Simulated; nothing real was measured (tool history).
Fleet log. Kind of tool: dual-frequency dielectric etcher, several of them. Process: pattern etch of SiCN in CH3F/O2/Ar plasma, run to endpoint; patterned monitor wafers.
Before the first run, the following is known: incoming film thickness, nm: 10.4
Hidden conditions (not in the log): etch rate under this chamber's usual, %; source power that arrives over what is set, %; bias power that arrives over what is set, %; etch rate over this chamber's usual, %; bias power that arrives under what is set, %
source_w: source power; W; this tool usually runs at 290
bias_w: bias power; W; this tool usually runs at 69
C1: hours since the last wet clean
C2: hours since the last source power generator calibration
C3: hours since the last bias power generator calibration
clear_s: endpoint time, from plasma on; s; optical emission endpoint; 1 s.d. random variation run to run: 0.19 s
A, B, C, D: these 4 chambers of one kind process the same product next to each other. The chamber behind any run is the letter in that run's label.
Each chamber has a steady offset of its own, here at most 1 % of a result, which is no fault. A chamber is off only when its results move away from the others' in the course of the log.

{"run": "1B", "hour": 5.1, "source_w": 290, "bias_w": 69, "C1": 408.2, "C2": 1278.6, "C3": 94.5, "clear_s": 31.715}
{"run": "2C", "hour": 14.8, "source_w": 290, "bias_w": 69, "C1": 453.8, "C2": 1111.4, "C3": 2114.9, "clear_s": 31.683}
{"run": "3D", "hour": 24.1, "source_w": 290, "bias_w": 69, "C1": 470.8, "C2": 1617.2, "C3": 1155.8, "clear_s": 31.536}
{"run": "4A", "hour": 33.3, "source_w": 290, "bias_w": 69, "C1": 226.9, "C2": 3723.8, "C3": 434, "clear_s": 31.888}
{"run": "5C", "hour": 40.5, "source_w": 290, "bias_w": 69, "C1": 479.5, "C2": 1137.1, "C3": 2140.6, "clear_s": 31.704}
{"run": "6D", "hour": 45.2, "source_w": 290, "bias_w": 69, "C1": 491.9, "C2": 1638.3, "C3": 1176.9, "clear_s": 31.948}
{"hour": 46.8, "done": "chamber C: wet clean of the chamber"}
{"run": "7B", "hour": 50.8, "source_w": 290, "bias_w": 69, "C1": 453.9, "C2": 1324.3, "C3": 140.2, "clear_s": 31.454}
{"run": "8A", "hour": 58.2, "source_w": 310, "bias_w": 69, "C1": 251.8, "C2": 3748.7, "C3": 458.9, "clear_s": 31.105}
{"run": "9B", "hour": 65.9, "source_w": 310, "bias_w": 69, "C1": 469, "C2": 1339.4, "C3": 155.3, "clear_s": 30.411}
{"hour": 71.4, "done": "chamber B: wet clean of the chamber"}
{"run": "10C", "hour": 73.5, "source_w": 310, "bias_w": 69, "C1": 26.8, "C2": 1170.1, "C3": 2173.6, "clear_s": 31.296}
{"run": "11D", "hour": 80.4, "source_w": 310, "bias_w": 69, "C1": 527.1, "C2": 1673.5, "C3": 1212.1, "clear_s": 30.682}
{"hour": 89.0, "done": "chamber D: wet clean of the chamber"}
{"run": "12A", "hour": 89.2, "source_w": 290, "bias_w": 69, "C1": 282.8, "C2": 3779.7, "C3": 489.9, "clear_s": 31.824}
{"run": "13A", "hour": 93.9, "source_w": 290, "bias_w": 69, "C1": 287.5, "C2": 3784.4, "C3": 494.6, "clear_s": 32.209}
{"run": "14D", "hour": 103.7, "source_w": 290, "bias_w": 69, "C1": 14.7, "C2": 1696.8, "C3": 1235.4, "clear_s": 31.403}
{"run": "15B", "hour": 110.4, "source_w": 230, "bias_w": 77, "C1": 39.1, "C2": 1383.9, "C3": 199.8, "clear_s": 33.064}
{"run": "16C", "hour": 116.5, "source_w": 230, "bias_w": 77, "C1": 69.8, "C2": 1213.1, "C3": 2216.6, "clear_s": 32.854}
{"run": "17D", "hour": 122.3, "source_w": 230, "bias_w": 77, "C1": 33.3, "C2": 1715.4, "C3": 1254, "clear_s": 33.453}
{"run": "18B", "hour": 132.6, "source_w": 230, "bias_w": 77, "C1": 61.3, "C2": 1406.1, "C3": 222, "clear_s": 32.777}
{"run": "19C", "hour": 138.0, "source_w": 320, "bias_w": 81, "C1": 91.3, "C2": 1234.6, "C3": 2238.1, "clear_s": 28.891}
{"run": "20A", "hour": 144.3, "source_w": 320, "bias_w": 81, "C1": 337.9, "C2": 3834.8, "C3": 545, "clear_s": 29.398}
{"run": "21B", "hour": 152.0, "source_w": 320, "bias_w": 81, "C1": 80.7, "C2": 1425.5, "C3": 241.4, "clear_s": 28.484}
{"run": "22A", "hour": 157.6, "source_w": 320, "bias_w": 81, "C1": 351.2, "C2": 3848.1, "C3": 558.3, "clear_s": 29.705}
{"run": "23D", "hour": 167.3, "source_w": 290, "bias_w": 69, "C1": 78.3, "C2": 1760.4, "C3": 1299, "clear_s": 31.598}
{"run": "24C", "hour": 173.5, "source_w": 290, "bias_w": 69, "C1": 126.8, "C2": 1270.1, "C3": 2273.6, "clear_s": 31.75}
{"run": "25C", "hour": 183.5, "source_w": 270, "bias_w": 57, "C1": 136.8, "C2": 1280.1, "C3": 2283.6, "clear_s": 34.369}
{"run": "26A", "hour": 192.4, "source_w": 270, "bias_w": 57, "C1": 386, "C2": 3882.9, "C3": 593.1, "clear_s": 36.79}
{"run": "27B", "hour": 200.7, "source_w": 270, "bias_w": 57, "C1": 129.4, "C2": 1474.2, "C3": 290.1, "clear_s": 34.396}
{"run": "28D", "hour": 207.4, "source_w": 270, "bias_w": 57, "C1": 118.4, "C2": 1800.5, "C3": 1339.1, "clear_s": 34.865}
{"run": "29D", "hour": 213.2, "source_w": 290, "bias_w": 69, "C1": 124.2, "C2": 1806.3, "C3": 1344.9, "clear_s": 31.726}

The same settings go to every chamber for the next run, one line per chamber below. Forecast the results for each:
{"run": "30A", "hour": 220.8, "source_w": 290, "bias_w": 69, "clear_s": "?"}
{"run": "30B", "hour": 220.8, "source_w": 290, "bias_w": 69, "clear_s": "?"}
{"run": "30C", "hour": 220.8, "source_w": 290, "bias_w": 69, "clear_s": "?"}
{"run": "30D", "hour": 220.8, "source_w": 290, "bias_w": 69, "clear_s": "?"}

run=30A clear_s=33.739
run=30B clear_s=31.47
run=30C clear_s=31.879
run=30D clear_s=31.699

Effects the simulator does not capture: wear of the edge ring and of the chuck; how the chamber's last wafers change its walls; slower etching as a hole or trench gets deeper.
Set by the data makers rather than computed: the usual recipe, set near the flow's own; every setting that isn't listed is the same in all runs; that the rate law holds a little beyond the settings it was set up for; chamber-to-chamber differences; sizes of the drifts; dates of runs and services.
